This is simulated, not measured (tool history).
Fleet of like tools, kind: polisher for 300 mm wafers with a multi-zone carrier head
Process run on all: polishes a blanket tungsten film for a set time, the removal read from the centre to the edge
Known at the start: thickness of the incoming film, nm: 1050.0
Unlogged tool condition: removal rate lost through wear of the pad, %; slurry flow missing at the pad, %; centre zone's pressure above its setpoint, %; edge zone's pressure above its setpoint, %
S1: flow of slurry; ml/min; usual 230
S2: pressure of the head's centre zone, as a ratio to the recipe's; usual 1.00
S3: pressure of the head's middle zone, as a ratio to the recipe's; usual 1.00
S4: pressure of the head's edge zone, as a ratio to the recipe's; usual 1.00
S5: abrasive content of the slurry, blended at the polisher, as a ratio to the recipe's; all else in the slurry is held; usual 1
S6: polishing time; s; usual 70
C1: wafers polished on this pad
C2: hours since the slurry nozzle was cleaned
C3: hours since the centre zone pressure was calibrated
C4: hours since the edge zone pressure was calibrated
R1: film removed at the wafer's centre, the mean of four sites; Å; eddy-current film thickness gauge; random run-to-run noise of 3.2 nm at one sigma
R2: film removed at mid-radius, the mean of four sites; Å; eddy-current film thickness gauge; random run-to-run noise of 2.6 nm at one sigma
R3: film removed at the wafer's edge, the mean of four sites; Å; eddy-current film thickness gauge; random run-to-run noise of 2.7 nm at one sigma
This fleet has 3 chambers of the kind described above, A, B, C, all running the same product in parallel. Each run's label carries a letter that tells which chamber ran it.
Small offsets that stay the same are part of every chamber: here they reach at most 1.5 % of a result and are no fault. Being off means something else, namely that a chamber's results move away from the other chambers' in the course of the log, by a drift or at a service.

| run | hour | S1 | S2 | S3 | S4 | S5 | S6 | C1 | C2 | C3 | C4 | R1 | R2 | R3 |
|---|---|---|---|---|---|---|---|---|---|---|---|---|---|---|
| 1A | 5.4 | 230 | 1.00 | 1.00 | 1.00 | 1 | 70 | 926 | 385.5 | 94.0 | 369.7 | 3430.4 | 3388.4 | 3421.4 |
|  | 12.1 | chamber C: centre zone pressure recalibrated |
|  | 15.1 | chamber C: worn pad replaced by a new one |
| 2B | 15.5 | 230 | 1.00 | 1.00 | 1.00 | 1 | 70 | 674 | 578.9 | 427.8 | 335.1 | 3393.6 | 3410.3 | 3450.2 |
|  | 20.3 | chamber A: worn pad replaced by a new one |
| 3C | 20.7 | 230 | 1.00 | 1.00 | 1.00 | 1 | 70 | 69 | 223.3 | 8.7 | 300.4 | 3480.5 | 3379.7 | 3501.5 |
|  | 24.9 | chamber A: edge zone pressure recalibrated |
| 4C | 27.1 | 230 | 1.00 | 1.00 | 1.00 | 1 | 70 | 148 | 229.7 | 15.1 | 306.8 | 3461.8 | 3401.5 | 3450.2 |
| 5A | 31.7 | 230 | 1.00 | 1.00 | 1.00 | 1 | 70 | 141 | 411.8 | 120.3 | 6.8 | 3448.3 | 3436.6 | 3443.7 |
| 6B | 40.9 | 230 | 1.00 | 1.00 | 1.00 | 1 | 70 | 988 | 604.3 | 453.2 | 360.5 | 3394.9 | 3486.8 | 3403.2 |
|  | 43.8 | chamber B: worn pad replaced by a new one |
| 7C | 49.1 | 230 | 1.00 | 1.00 | 1.00 | 1 | 70 | 420 | 251.7 | 37.1 | 328.8 | 3461.7 | 3447.2 | 3502.2 |
| 8A | 58.6 | 185 | 1.00 | 1.09 | 1.00 | 1 | 70 | 473 | 438.7 | 147.2 | 33.7 | 3290.5 | 3629.9 | 3369.8 |
| 9B | 65.0 | 185 | 1.00 | 1.09 | 1.00 | 1 | 70 | 262 | 628.4 | 477.3 | 384.6 | 3315.7 | 3621.3 | 3371.8 |
| 10C | 70.0 | 185 | 1.00 | 1.09 | 1.00 | 1 | 70 | 679 | 272.6 | 58.0 | 349.7 | 3317.5 | 3605.6 | 3359.1 |
|  | 74.9 | chamber B: slurry nozzle cleaned |
| 11B | 78.0 | 230 | 1.00 | 1.00 | 1.00 | 1 | 70 | 423 | 3.1 | 490.3 | 397.6 | 3424.0 | 3423.0 | 3457.2 |
| 12A | 82.6 | 230 | 1.00 | 1.00 | 1.00 | 1 | 70 | 770 | 462.7 | 171.2 | 57.7 | 3328.8 | 3393.2 | 3409.0 |
| 13C | 91.1 | 230 | 1.00 | 1.00 | 1.00 | 1 | 70 | 940 | 293.7 | 79.1 | 370.8 | 3440.6 | 3382.4 | 3504.6 |
| 14A | 98.0 | 230 | 1.00 | 1.00 | 1.00 | 1 | 70 | 961 | 478.1 | 186.6 | 73.1 | 3410.3 | 3402.3 | 3417.7 |
| 15B | 105.2 | 230 | 1.00 | 1.00 | 1.00 | 1 | 70 | 759 | 30.3 | 517.5 | 424.8 | 3363.0 | 3452.4 | 3463.2 |
|  | 105.9 | chamber C: worn pad replaced by a new one |
|  | 107.8 | chamber A: worn pad replaced by a new one |
| 16C | 110.4 | 230 | 0.88 | 1.00 | 1.00 | 1 | 70 | 55 | 313.0 | 98.4 | 390.1 | 3018.2 | 3387.8 | 3453.2 |
| 17B | 119.9 | 230 | 0.88 | 1.00 | 1.00 | 1 | 70 | 941 | 45.0 | 532.2 | 439.5 | 2998.9 | 3444.4 | 3457.7 |
| 18A | 126.9 | 230 | 0.88 | 1.00 | 1.00 | 1 | 70 | 236 | 507.0 | 215.5 | 102.0 | 2909.7 | 3372.8 | 3324.6 |
| 19A | 135.5 | 230 | 1.00 | 1.00 | 1.00 | 1 | 70 | 342 | 515.6 | 224.1 | 110.6 | 3323.2 | 3395.6 | 3369.1 |
|  | 136.6 | chamber C: edge zone pressure recalibrated |
|  | 139.5 | chamber B: worn pad replaced by a new one |
| 20C | 141.2 | 230 | 1.00 | 1.00 | 1.00 | 1 | 70 | 436 | 343.8 | 129.2 | 4.7 | 3455.1 | 3385.6 | 3470.3 |
| 21B | 148.9 | 230 | 1.00 | 1.00 | 1.00 | 1 | 70 | 117 | 74.0 | 561.2 | 468.5 | 3370.8 | 3425.4 | 3489.9 |
| 22A | 156.9 | 230 | 1.00 | 1.00 | 1.00 | 1 | 70 | 607 | 537.0 | 245.5 | 132.0 | 3305.8 | 3306.9 | 3379.6 |
| 23C | 165.7 | 230 | 1.00 | 1.11 | 1.00 | 1 | 70 | 739 | 368.3 | 153.7 | 29.2 | 3463.1 | 3710.7 | 3429.6 |
| 24B | 174.0 | 230 | 1.00 | 1.11 | 1.00 | 1 | 70 | 427 | 99.1 | 586.3 | 493.6 | 3391.1 | 3826.2 | 3446.9 |
| 25C | 181.3 | 230 | 1.00 | 1.11 | 1.00 | 1 | 70 | 932 | 383.9 | 169.3 | 44.8 | 3421.3 | 3703.9 | 3479.7 |
| 26B | 186.3 | 230 | 1.00 | 1.00 | 1.00 | 1 | 70 | 579 | 111.4 | 598.6 | 505.9 | 3408.5 | 3439.6 | 3488.8 |
| 27A | 192.3 | 230 | 1.00 | 1.00 | 1.00 | 1 | 70 | 1044 | 572.4 | 280.9 | 167.4 | 3258.8 | 3321.9 | 3317.5 |
|  | 199.8 | chamber C: worn pad replaced by a new one |
| 28C | 200.0 | 230 | 1.00 | 1.00 | 1.00 | 1 | 70 | 2 | 402.6 | 188.0 | 63.5 | 3474.4 | 3432.4 | 3465.4 |
|  | 202.6 | chamber A: worn pad replaced by a new one |
| 29B | 209.2 | 175 | 1.00 | 1.00 | 1.00 | 1 | 70 | 862 | 134.3 | 621.5 | 528.8 | 3209.9 | 3297.0 | 3358.1 |
| 30A | 218.7 | 175 | 1.00 | 1.00 | 1.00 | 1 | 70 | 199 | 598.8 | 307.3 | 193.8 | 3096.9 | 3119.0 | 3223.4 |
| 31C | 223.7 | 175 | 1.00 | 1.00 | 1.00 | 1 | 70 | 295 | 426.3 | 211.7 | 87.2 | 3301.1 | 3304.4 | 3347.0 |
| 32A | 233.3 | 230 | 1.00 | 1.00 | 1.00 | 1 | 70 | 380 | 613.4 | 321.9 | 208.4 | 3207.2 | 3300.3 | 3345.4 |
| 33B | 239.5 | 230 | 1.00 | 1.00 | 1.00 | 1 | 70 | 1237 | 164.6 | 651.8 | 559.1 | 3413.7 | 3469.7 | 3493.4 |
|  | 241.1 | chamber B: worn pad replaced by a new one |
| 34A | 244.8 | 230 | 1.00 | 1.00 | 1.00 | 1 | 70 | 522 | 624.9 | 333.4 | 219.9 | 3259.5 | 3263.2 | 3296.2 |
| 35C | 251.0 | 230 | 1.00 | 1.00 | 1.00 | 1 | 70 | 633 | 453.6 | 239.0 | 114.5 | 3437.6 | 3425.9 | 3443.1 |
| 36B | 258.9 | 230 | 1.00 | 1.00 | 1.00 | 1 | 70 | 220 | 184.0 | 671.2 | 578.5 | 3421.4 | 3481.1 | 3501.5 |
| 37B | 267.2 | 230 | 1.00 | 1.00 | 1.00 | 1 | 70 | 323 | 192.3 | 679.5 | 586.8 | 3414.0 | 3364.7 | 3509.8 |
| 38A | 275.6 | 230 | 1.00 | 1.00 | 1.00 | 1 | 70 | 903 | 655.7 | 364.2 | 250.7 | 3226.2 | 3261.0 | 3279.5 |
| 39C | 283.4 | 230 | 1.00 | 1.00 | 1.00 | 1 | 70 | 1034 | 486.0 | 271.4 | 146.9 | 3435.3 | 3397.3 | 3444.5 |

Next, every chamber runs the same settings. What will each give?
| 40A | 290.6 | 230 | 1.00 | 1.00 | 0.95 | 1 | 70 |  |  |  |  | ? | ? | ? |
| 40B | 290.6 | 230 | 1.00 | 1.00 | 0.95 | 1 | 70 |  |  |  |  | ? | ? | ? |
| 40C | 290.6 | 230 | 1.00 | 1.00 | 0.95 | 1 | 70 |  |  |  |  | ? | ? | ? |

| run | R1 | R2 | R3 |
|---|---|---|---|
| 40A | 3135.9 | 3194.8 | 3208.0 |
| 40B | 3408.5 | 3492.8 | 3359.0 |
| 40C | 3424.2 | 3412.5 | 3377.1 |
